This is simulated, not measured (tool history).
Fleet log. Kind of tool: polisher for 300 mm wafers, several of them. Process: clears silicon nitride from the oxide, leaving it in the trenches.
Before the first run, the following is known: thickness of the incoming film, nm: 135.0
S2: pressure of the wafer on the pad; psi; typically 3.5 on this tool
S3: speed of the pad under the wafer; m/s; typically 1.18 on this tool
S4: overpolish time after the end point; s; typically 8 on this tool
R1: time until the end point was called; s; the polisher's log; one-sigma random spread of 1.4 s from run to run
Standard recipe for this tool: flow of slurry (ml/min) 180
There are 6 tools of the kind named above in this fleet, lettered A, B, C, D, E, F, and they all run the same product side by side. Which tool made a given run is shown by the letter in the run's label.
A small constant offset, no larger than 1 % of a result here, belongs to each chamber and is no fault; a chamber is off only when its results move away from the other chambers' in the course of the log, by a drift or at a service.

{"run": "1C", "hour": 4.8, "flow of slurry (ml/min)": 180, "S2": 3.5, "S3": 1.18, "S4": 8, "R1": 109.79}
{"run": "2D", "hour": 9.8, "flow of slurry (ml/min)": 180, "S2": 3.5, "S3": 1.18, "S4": 8, "R1": 112.96}
{"run": "3E", "hour": 13.6, "flow of slurry (ml/min)": 180, "S2": 3.5, "S3": 1.18, "S4": 8, "R1": 108.24}
{"run": "4F", "hour": 18.7, "flow of slurry (ml/min)": 180, "S2": 3.5, "S3": 1.18, "S4": 8, "R1": 113.35}
{"run": "5B", "hour": 24.0, "flow of slurry (ml/min)": 180, "S2": 3.5, "S3": 1.18, "S4": 8, "R1": 111.52}
{"run": "6A", "hour": 28.4, "flow of slurry (ml/min)": 180, "S2": 3.5, "S3": 1.18, "S4": 8, "R1": 112.57}
{"run": "7B", "hour": 32.5, "flow of slurry (ml/min)": 180, "S2": 3.5, "S3": 1.18, "S4": 8, "R1": 109.43}
{"run": "8D", "hour": 34.8, "flow of slurry (ml/min)": 180, "S2": 3.5, "S3": 1.18, "S4": 11, "R1": 111.5}
{"run": "9A", "hour": 38.3, "flow of slurry (ml/min)": 180, "S2": 3.5, "S3": 1.18, "S4": 11, "R1": 110.75}
{"hour": 39.3, "done": "chamber D: worn pad replaced by a new one"}
{"run": "10F", "hour": 41.4, "flow of slurry (ml/min)": 180, "S2": 3.5, "S3": 1.18, "S4": 11, "R1": 109.09}
{"hour": 44.5, "done": "chamber C: slurry nozzle cleaned"}
{"run": "11E", "hour": 45.1, "flow of slurry (ml/min)": 180, "S2": 3.5, "S3": 1.18, "S4": 11, "R1": 112.4}
{"run": "12C", "hour": 49.2, "flow of slurry (ml/min)": 180, "S2": 3.5, "S3": 1.18, "S4": 11, "R1": 110.55}
{"hour": 50.8, "done": "chamber A: worn pad replaced by a new one"}
{"run": "13F", "hour": 53.1, "flow of slurry (ml/min)": 180, "S2": 3.5, "S3": 1.18, "S4": 11, "R1": 111.38}
{"run": "14E", "hour": 56.4, "flow of slurry (ml/min)": 180, "S2": 3.5, "S3": 1.18, "S4": 8, "R1": 110.28}
{"run": "15B", "hour": 60.5, "flow of slurry (ml/min)": 180, "S2": 3.5, "S3": 1.18, "S4": 8, "R1": 110.33}
{"hour": 62.7, "done": "chamber E: worn pad replaced by a new one"}
{"run": "16A", "hour": 65.5, "flow of slurry (ml/min)": 180, "S2": 3.5, "S3": 1.18, "S4": 8, "R1": 113.73}
{"run": "17D", "hour": 68.9, "flow of slurry (ml/min)": 180, "S2": 3.5, "S3": 1.18, "S4": 8, "R1": 109.4}
{"run": "18C", "hour": 71.3, "flow of slurry (ml/min)": 180, "S2": 3.5, "S3": 1.18, "S4": 8, "R1": 112.84}
{"run": "19C", "hour": 76.2, "flow of slurry (ml/min)": 180, "S2": 3.5, "S3": 1.18, "S4": 8, "R1": 113.28}
{"run": "20D", "hour": 78.6, "flow of slurry (ml/min)": 180, "S2": 3.5, "S3": 1.18, "S4": 8, "R1": 110.95}
{"run": "21A", "hour": 82.7, "flow of slurry (ml/min)": 180, "S2": 3.5, "S3": 1.18, "S4": 8, "R1": 112.67}
{"run": "22B", "hour": 86.5, "flow of slurry (ml/min)": 180, "S2": 4.5, "S3": 1.18, "S4": 8, "R1": 84.394}
{"run": "23F", "hour": 90.4, "flow of slurry (ml/min)": 180, "S2": 4.5, "S3": 1.18, "S4": 8, "R1": 87.681}
{"run": "24E", "hour": 95.3, "flow of slurry (ml/min)": 180, "S2": 4.5, "S3": 1.18, "S4": 8, "R1": 87.107}
{"run": "25B", "hour": 100.1, "flow of slurry (ml/min)": 180, "S2": 4.5, "S3": 1.18, "S4": 8, "R1": 86.621}
{"run": "26D", "hour": 105.1, "flow of slurry (ml/min)": 180, "S2": 4.5, "S3": 1.18, "S4": 8, "R1": 84.891}
{"hour": 105.2, "done": "chamber F: worn pad replaced by a new one"}
{"run": "27F", "hour": 108.3, "flow of slurry (ml/min)": 180, "S2": 4.5, "S3": 1.18, "S4": 8, "R1": 87.428}
{"run": "28E", "hour": 112.0, "flow of slurry (ml/min)": 180, "S2": 3.5, "S3": 1.18, "S4": 8, "R1": 111.7}
{"run": "29A", "hour": 115.8, "flow of slurry (ml/min)": 180, "S2": 3.5, "S3": 1.18, "S4": 4, "R1": 110.07}
{"hour": 118.5, "done": "chamber E: worn pad replaced by a new one"}
{"run": "30C", "hour": 119.1, "flow of slurry (ml/min)": 180, "S2": 3.5, "S3": 1.18, "S4": 4, "R1": 118.47}
{"run": "31A", "hour": 124.0, "flow of slurry (ml/min)": 180, "S2": 3.5, "S3": 1.18, "S4": 4, "R1": 111.01}
{"hour": 124.8, "done": "chamber B: worn pad replaced by a new one"}
{"run": "32E", "hour": 129.0, "flow of slurry (ml/min)": 180, "S2": 3.5, "S3": 1.18, "S4": 4, "R1": 111.23}
{"run": "33F", "hour": 132.9, "flow of slurry (ml/min)": 180, "S2": 3.5, "S3": 1.18, "S4": 4, "R1": 111.01}
{"hour": 134.1, "done": "chamber A: worn pad replaced by a new one"}
{"hour": 136.4, "done": "chamber F: slurry nozzle cleaned"}
{"run": "34B", "hour": 136.9, "flow of slurry (ml/min)": 180, "S2": 3.5, "S3": 1.18, "S4": 4, "R1": 110.66}
{"run": "35D", "hour": 141.4, "flow of slurry (ml/min)": 180, "S2": 3.5, "S3": 1.18, "S4": 8, "R1": 109.73}
{"run": "36C", "hour": 146.0, "flow of slurry (ml/min)": 180, "S2": 3.5, "S3": 1.18, "S4": 8, "R1": 122.02}
{"run": "37C", "hour": 148.8, "flow of slurry (ml/min)": 180, "S2": 3.5, "S3": 1.18, "S4": 8, "R1": 120.75}
{"run": "38A", "hour": 151.5, "flow of slurry (ml/min)": 180, "S2": 3.5, "S3": 1.18, "S4": 8, "R1": 111.97}
{"run": "39F", "hour": 155.4, "flow of slurry (ml/min)": 180, "S2": 3.5, "S3": 1.18, "S4": 8, "R1": 111.29}

Next, every chamber runs the same settings. What will each give?
{"run": "40A", "hour": 159.2, "flow of slurry (ml/min)": 180, "S2": 3.5, "S3": 1.18, "S4": 8, "R1": "?"}
{"run": "40B", "hour": 159.2, "flow of slurry (ml/min)": 180, "S2": 3.5, "S3": 1.18, "S4": 8, "R1": "?"}
{"run": "40C", "hour": 159.2, "flow of slurry (ml/min)": 180, "S2": 3.5, "S3": 1.18, "S4": 8, "R1": "?"}
{"run": "40D", "hour": 159.2, "flow of slurry (ml/min)": 180, "S2": 3.5, "S3": 1.18, "S4": 8, "R1": "?"}
{"run": "40E", "hour": 159.2, "flow of slurry (ml/min)": 180, "S2": 3.5, "S3": 1.18, "S4": 8, "R1": "?"}
{"run": "40F", "hour": 159.2, "flow of slurry (ml/min)": 180, "S2": 3.5, "S3": 1.18, "S4": 8, "R1": "?"}

run=40A R1=114.56
run=40B R1=110.37
run=40C R1=124.76
run=40D R1=110.1
run=40E R1=110.68
run=40F R1=108.78
